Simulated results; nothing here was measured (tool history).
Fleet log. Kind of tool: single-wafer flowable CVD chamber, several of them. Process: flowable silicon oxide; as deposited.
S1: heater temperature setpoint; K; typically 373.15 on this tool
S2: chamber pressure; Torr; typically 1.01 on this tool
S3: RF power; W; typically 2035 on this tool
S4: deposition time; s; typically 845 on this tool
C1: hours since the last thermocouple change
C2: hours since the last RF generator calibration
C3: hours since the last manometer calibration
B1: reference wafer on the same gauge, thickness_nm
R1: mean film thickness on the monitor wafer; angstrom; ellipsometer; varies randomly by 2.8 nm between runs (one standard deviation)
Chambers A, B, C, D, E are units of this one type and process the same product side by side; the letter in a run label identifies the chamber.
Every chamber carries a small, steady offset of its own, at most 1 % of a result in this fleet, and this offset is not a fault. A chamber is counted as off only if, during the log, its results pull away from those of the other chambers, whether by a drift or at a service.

run   hour      S1    S2    S3   S4      C1      C2      C3      B1      R1
 1B    8.1  373.15  1.01  2035  845  1868.5  1306.7  1042.3  792.29  6899.9
 2D   17.5  373.15  1.01  2035  845   138.3   590.4   456.6  790.88  6956.8
 3A   22.4  373.15  1.01  2035  845  2108.3   286.4    86.7  791.74  6903.9
 4C   30.2  373.15  1.01  2035  845  1022.5    58.1   433.5  790.53  6871.2
 5E   35.4  373.15  1.01  2035  845   184.7   527.4   600.8  791.66  6941.5
 6C     40  373.15  1.01  2035  845  1032.3    67.9   443.3  789.89  6874.9
 7A   44.8  373.15  0.87  2430  845  2130.7   308.8   109.1  790.96  5878.3
 8E   51.7  373.15  0.87  2430  845     201   543.7   617.1  791.03  5956.1
 9D   61.2  373.15  0.87  2430  845     182   634.1   500.3  791.08  5994.1
10B   65.9  373.15  0.87  2430  845  1926.3  1364.5  1100.1  790.64  5870.9
11B   71.8  373.15  0.87  2430  845  1932.2  1370.4    1106  791.96    5833
12A     77  373.15  1.01  2035  845  2162.9     341   141.3  791.01  6926.1
        81  -- chamber A: thermocouple changed; heater temperature recalibrated
13C     83  373.15  1.01  2035  845  1075.3   110.9   486.3  790.98  6906.8
14D   87.6  373.15  1.01  2035  845   208.4   660.5   526.7  790.25    6943
15E   94.1  373.15  1.01  2035  845   243.4   586.1   659.5  790.99    6989
16D   98.6  373.15  1.01  2035  999   219.4   671.5   537.7  791.08  8189.8
17B  102.9  373.15  1.01  2035  999  1963.3  1401.5  1137.1  791.31  8094.8
18A  110.3  373.15  1.01  2035  999    29.3   374.3   174.6  791.06  8193.1
19C  118.1  373.15  1.01  2035  999  1110.4     146   521.4  791.36  8140.6
20E  125.1  373.15  1.01  2035  999   274.4   617.1   690.5  791.14  8188.4
21A  129.9  373.15  1.01  2035  845    48.9   393.9   194.2  791.83  6905.6
22B  136.8  373.15  1.01  2035  845  1997.2  1435.4    1171  790.46  6859.3
23E  145.3  373.15  0.79  1795  845   294.6   637.3   710.7  791.06  4931.6
24D  149.8  373.15  0.79  1795  845   270.6   722.7   588.9  790.38  4947.2
25C  156.3  373.15  0.79  1795  845  1148.6   184.2   559.6  790.45    4935
26C  164.5  373.15  0.79  1795  845  1156.8   192.4   567.8  791.93  4880.5
27E  172.8  373.15  0.79  1795  845   322.1   664.8   738.2  790.63  4905.5
28B  178.9  373.15  1.01  2035  845  2039.3  1477.5  1213.1  790.87  6908.5
29D  186.7  373.15  1.01  2035  845   307.5   759.6   625.8  790.46  6959.7
30A  195.4  373.15  1.01  2035  845   114.4   459.4   259.7   790.6  6852.6
31E  204.6  373.15  1.01  2035  845   353.9   696.6     770  790.32  6952.5
32D  209.5  373.15  1.01  2035  845   330.3   782.4   648.6  791.36  6943.4
33C  216.6  373.15  1.01  2035  845  1208.9   244.5   619.9   791.2  6901.3
34A  220.8  373.15  1.01  2035  845   139.8   484.8   285.1  790.79  6884.1

Predict what each chamber gives when all 5 of them run the settings below next.
35A  227.6  373.15  1.01  2035  845                   ?
35B  227.6  373.15  1.01  2035  845                   ?
35C  227.6  373.15  1.01  2035  845                   ?
35D  227.6  373.15  1.01  2035  845                   ?
35E  227.6  373.15  1.01  2035  845                   ?

run      R1
35A  6879.7
35B  6863.1
35C  6855.1
35D  6947.5
35E    6932

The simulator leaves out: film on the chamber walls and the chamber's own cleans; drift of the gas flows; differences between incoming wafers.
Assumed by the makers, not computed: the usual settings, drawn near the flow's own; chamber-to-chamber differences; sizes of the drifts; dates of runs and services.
